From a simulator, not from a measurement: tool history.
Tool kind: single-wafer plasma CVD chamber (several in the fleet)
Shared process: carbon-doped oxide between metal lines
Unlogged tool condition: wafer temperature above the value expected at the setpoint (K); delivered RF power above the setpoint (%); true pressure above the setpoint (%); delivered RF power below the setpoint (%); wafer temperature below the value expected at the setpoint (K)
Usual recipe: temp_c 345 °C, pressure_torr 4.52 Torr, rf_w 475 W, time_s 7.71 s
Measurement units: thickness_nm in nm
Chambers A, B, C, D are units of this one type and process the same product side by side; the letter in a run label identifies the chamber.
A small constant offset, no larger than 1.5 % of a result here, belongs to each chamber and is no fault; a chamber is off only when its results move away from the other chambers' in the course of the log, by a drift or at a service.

run	day	temp_c	pressure_torr	rf_w	time_s	hours since the last thermocouple change	hours since the last RF generator calibration	hours since the last manometer calibration	read-back reference wafer on the same gauge, thickness_nm	thickness_nm
# day 0.079: chamber B: RF generator calibrated
1C	0.242	345	4.52	475	7.71	884	1106	1077.4	39.119	39.033
2B	0.467	345	4.52	475	7.71	1729.3	9.4	182.7	39.123	39.558
3D	0.646	345	4.52	475	7.71	2494.3	67.2	456.8	39.15	39.045
4A	0.779	345	4.52	475	7.71	1696	1971.1	1488.6	39.135	39.171
5D	0.9	345	4.52	475	7.71	2500.4	73.3	462.9	39.152	38.959
6A	1.125	345	5.11	475	7.71	1704.3	1979.4	1496.9	39.151	39.923
7C	1.288	345	5.11	475	7.71	909.1	1131.1	1102.5	39.172	39.827
8B	1.517	345	5.11	475	7.71	1754.5	34.6	207.9	39.187	40.3
# day 1.679: chamber A: RF generator calibrated
9A	1.721	345	5.11	475	7.71	1718.6	1	1511.2	39.182	39.989
10B	1.938	345	4.52	475	7.71	1764.6	44.7	218	39.202	39.634
11D	2.171	345	4.52	475	7.71	2530.9	103.8	493.4	39.219	38.991
12C	2.325	345	4.52	475	7.71	934	1156	1127.4	39.213	39.122
13C	2.529	345	4.52	475	7.71	938.9	1160.9	1132.3	39.224	39.283
14B	2.75	345	4.52	475	7.71	1784.1	64.2	237.5	39.238	39.676
15A	2.888	345	4.52	475	7.71	1746.6	29	1539.2	39.261	39.3
16D	3.104	345	4.52	475	7.71	2553.3	126.2	515.8	39.26	39.106
17D	3.292	345	4.52	475	7.71	2557.8	130.7	520.3	39.268	39.087
18C	3.446	345	4.52	475	7.71	960.9	1182.9	1154.3	39.282	39.229
# day 3.575: chamber C: capacitance manometer re-zeroed and calibrated
19B	3.675	345	4.52	475	7.71	1806.3	86.4	259.7	39.286	39.76
20A	3.846	345	4.52	475	7.71	1769.6	52	1562.2	39.296	39.389
21B	4.017	345	4.52	475	7.71	1814.5	94.6	267.9	39.313	39.74
22A	4.179	345	4.52	475	7.71	1777.6	60	1570.2	39.303	39.386
23D	4.417	345	4.52	475	7.71	2584.8	157.7	547.3	39.322	39.038
24C	4.604	345	4.52	475	7.71	988.7	1210.7	24.8	39.333	39.423
25C	4.725	345	4.52	475	7.71	991.6	1213.6	27.7	39.344	39.388

Each of the 4 chambers runs these same settings next. Fill in every chamber's results:
26A	4.9	345	4.52	475	7.71					?
26B	4.9	345	4.52	475	7.71					?
26C	4.9	345	4.52	475	7.71					?
26D	4.9	345	4.52	475	7.71					?

run	thickness_nm
26A	39.37
26B	39.835
26C	39.293
26D	39.178
